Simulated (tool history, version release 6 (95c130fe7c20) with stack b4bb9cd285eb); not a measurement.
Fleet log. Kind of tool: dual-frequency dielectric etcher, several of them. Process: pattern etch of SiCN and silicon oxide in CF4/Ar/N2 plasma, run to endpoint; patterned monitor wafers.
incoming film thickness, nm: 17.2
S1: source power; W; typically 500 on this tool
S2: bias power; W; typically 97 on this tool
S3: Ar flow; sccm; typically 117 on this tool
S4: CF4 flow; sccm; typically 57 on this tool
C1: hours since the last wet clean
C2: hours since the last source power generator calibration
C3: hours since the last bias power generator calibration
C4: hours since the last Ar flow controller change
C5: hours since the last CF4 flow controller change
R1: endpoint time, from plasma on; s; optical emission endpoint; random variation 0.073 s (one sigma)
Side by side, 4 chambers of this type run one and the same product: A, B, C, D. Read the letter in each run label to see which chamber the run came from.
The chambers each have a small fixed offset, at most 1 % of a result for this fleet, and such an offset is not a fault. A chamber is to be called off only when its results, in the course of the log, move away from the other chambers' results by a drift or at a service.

run 1D hour=13.5 | S1=500 S2=97 S3=117 S4=57 | C1=239.8 C2=2470.4 C3=2279.8 C4=510.0 C5=1434.1 | R1=17.265
-- hour=20.6 chamber A: wet clean of the chamber
run 2C hour=20.6 | S1=500 S2=97 S3=117 S4=57 | C1=274.3 C2=970.0 C3=898.8 C4=5427.6 C5=2873.6 | R1=17.504
run 3A hour=33.1 | S1=500 S2=97 S3=117 S4=57 | C1=12.6 C2=969.8 C3=282.2 C4=2280.9 C5=3299.3 | R1=17.373
-- hour=43.1 chamber C: Ar flow controller replaced
run 4B hour=46.0 | S1=500 S2=97 S3=117 S4=57 | C1=299.2 C2=2505.9 C3=626.0 C4=1140.0 C5=3490.7 | R1=17.491
run 5B hour=57.1 | S1=500 S2=97 S3=117 S4=57 | C1=310.3 C2=2517.0 C3=637.1 C4=1151.1 C5=3501.8 | R1=17.407
run 6A hour=63.9 | S1=500 S2=97 S3=117 S4=57 | C1=43.4 C2=1000.6 C3=313.0 C4=2311.7 C5=3330.1 | R1=17.456
run 7D hour=71.6 | S1=450 S2=81 S3=117 S4=57 | C1=297.9 C2=2528.5 C3=2337.9 C4=568.1 C5=1492.2 | R1=20.188
run 8C hour=80.8 | S1=450 S2=81 S3=117 S4=57 | C1=334.5 C2=1030.2 C3=959.0 C4=37.8 C5=2933.8 | R1=20.333
run 9B hour=89.5 | S1=450 S2=81 S3=117 S4=57 | C1=342.7 C2=2549.4 C3=669.5 C4=1183.5 C5=3534.2 | R1=20.363
-- hour=92.6 chamber D: bias power generator calibrated
run 10A hour=100.7 | S1=450 S2=81 S3=117 S4=57 | C1=80.2 C2=1037.4 C3=349.8 C4=2348.5 C5=3366.9 | R1=20.357
run 11C hour=107.0 | S1=500 S2=97 S3=117 S4=57 | C1=360.7 C2=1056.4 C3=985.2 C4=64.0 C5=2960.0 | R1=17.309
run 12D hour=120.8 | S1=500 S2=97 S3=117 S4=57 | C1=347.1 C2=2577.7 C3=28.2 C4=617.3 C5=1541.4 | R1=17.237
run 13A hour=129.6 | S1=500 S2=97 S3=133 S4=62 | C1=109.1 C2=1066.3 C3=378.7 C4=2377.4 C5=3395.8 | R1=17.516
run 14D hour=140.4 | S1=500 S2=97 S3=133 S4=62 | C1=366.7 C2=2597.3 C3=47.8 C4=636.9 C5=1561.0 | R1=17.456
run 15B hour=152.1 | S1=500 S2=97 S3=133 S4=62 | C1=405.3 C2=2612.0 C3=732.1 C4=1246.1 C5=3596.8 | R1=17.446
run 16C hour=164.5 | S1=500 S2=97 S3=133 S4=62 | C1=418.2 C2=1113.9 C3=1042.7 C4=121.5 C5=3017.5 | R1=17.492
run 17C hour=171.5 | S1=500 S2=77 S3=117 S4=57 | C1=425.2 C2=1120.9 C3=1049.7 C4=128.5 C5=3024.5 | R1=18.915
run 18A hour=185.6 | S1=500 S2=77 S3=117 S4=57 | C1=165.1 C2=1122.3 C3=434.7 C4=2433.4 C5=3451.8 | R1=19.045
run 19B hour=192.1 | S1=500 S2=77 S3=117 S4=57 | C1=445.3 C2=2652.0 C3=772.1 C4=1286.1 C5=3636.8 | R1=18.649
run 20D hour=202.9 | S1=500 S2=77 S3=117 S4=57 | C1=429.2 C2=2659.8 C3=110.3 C4=699.4 C5=1623.5 | R1=18.939
-- hour=213.7 chamber C: wet clean of the chamber
run 21D hour=214.5 | S1=500 S2=97 S3=117 S4=57 | C1=440.8 C2=2671.4 C3=121.9 C4=711.0 C5=1635.1 | R1=17.271
run 22A hour=228.6 | S1=500 S2=97 S3=117 S4=57 | C1=208.1 C2=1165.3 C3=477.7 C4=2476.4 C5=3494.8 | R1=17.377
run 23B hour=239.8 | S1=500 S2=97 S3=117 S4=57 | C1=493.0 C2=2699.7 C3=819.8 C4=1333.8 C5=3684.5 | R1=16.914
run 24C hour=252.5 | S1=500 S2=97 S3=117 S4=57 | C1=38.9 C2=1201.9 C3=1130.7 C4=209.5 C5=3105.5 | R1=17.435
run 25A hour=261.7 | S1=500 S2=97 S3=117 S4=57 | C1=241.2 C2=1198.4 C3=510.8 C4=2509.5 C5=3527.9 | R1=17.280
run 26D hour=272.2 | S1=500 S2=97 S3=117 S4=57 | C1=498.5 C2=2729.1 C3=179.6 C4=768.7 C5=1692.8 | R1=17.450
run 27B hour=280.9 | S1=500 S2=119 S3=117 S4=57 | C1=534.1 C2=2740.8 C3=860.9 C4=1374.9 C5=3725.6 | R1=15.673
run 28C hour=290.3 | S1=500 S2=119 S3=117 S4=57 | C1=76.7 C2=1239.7 C3=1168.5 C4=247.3 C5=3143.3 | R1=16.053
run 29C hour=297.6 | S1=500 S2=119 S3=117 S4=57 | C1=84.0 C2=1247.0 C3=1175.8 C4=254.6 C5=3150.6 | R1=16.069
run 30D hour=308.1 | S1=500 S2=119 S3=117 S4=57 | C1=534.4 C2=2765.0 C3=215.5 C4=804.6 C5=1728.7 | R1=16.076
run 31B hour=317.8 | S1=500 S2=97 S3=117 S4=57 | C1=571.0 C2=2777.7 C3=897.8 C4=1411.8 C5=3762.5 | R1=16.893
run 32A hour=330.9 | S1=500 S2=97 S3=117 S4=57 | C1=310.4 C2=1267.6 C3=580.0 C4=2578.7 C5=3597.1 | R1=17.324
run 33B hour=338.9 | S1=500 S2=97 S3=117 S4=57 | C1=592.1 C2=2798.8 C3=918.9 C4=1432.9 C5=3783.6 | R1=16.841

Has any chamber moved away from the others, gradually or after a service, or does the common gauge drift, or do the chambers differ only by their own small steady offsets? State the chamber and the most likely cause if one applies.

Little by little, chamber B moves away from the other chambers.
What lies behind it: etch rate over this chamber's usual, % = 4.42.
It could be hard to tell apart here from: source power that arrives over what is set, %.

Chamber B could run next with any of the 4 candidate recipes listed below; each alters the usual settings, and their results appear as question marks. Which one brings its results back in line with what the other chambers deliver on the usual settings?
To be in line, a result may differ from the other chambers' mean on the usual settings by at most: R1 0.260 s
run 34B-1 hour=349.1 | S1=510 S2=97 S3=117 S4=57 | R1=?
run 34B-2 hour=349.1 | S1=500 S2=105 S3=113 S4=59 | R1=?
run 34B-3 hour=349.1 | S1=480 S2=97 S3=118 S4=57 | R1=?
run 34B-4 hour=349.1 | S1=500 S2=94 S3=118 S4=56 | R1=?

Usual-settings mean across the other chambers: R1 17.365 s
run=34B-1 R1=16.385
run=34B-2 R1=16.027
run=34B-3 R1=17.296
run=34B-4 R1=16.930
Change 34B-3 lands the chamber within the allowed miss of the other chambers.

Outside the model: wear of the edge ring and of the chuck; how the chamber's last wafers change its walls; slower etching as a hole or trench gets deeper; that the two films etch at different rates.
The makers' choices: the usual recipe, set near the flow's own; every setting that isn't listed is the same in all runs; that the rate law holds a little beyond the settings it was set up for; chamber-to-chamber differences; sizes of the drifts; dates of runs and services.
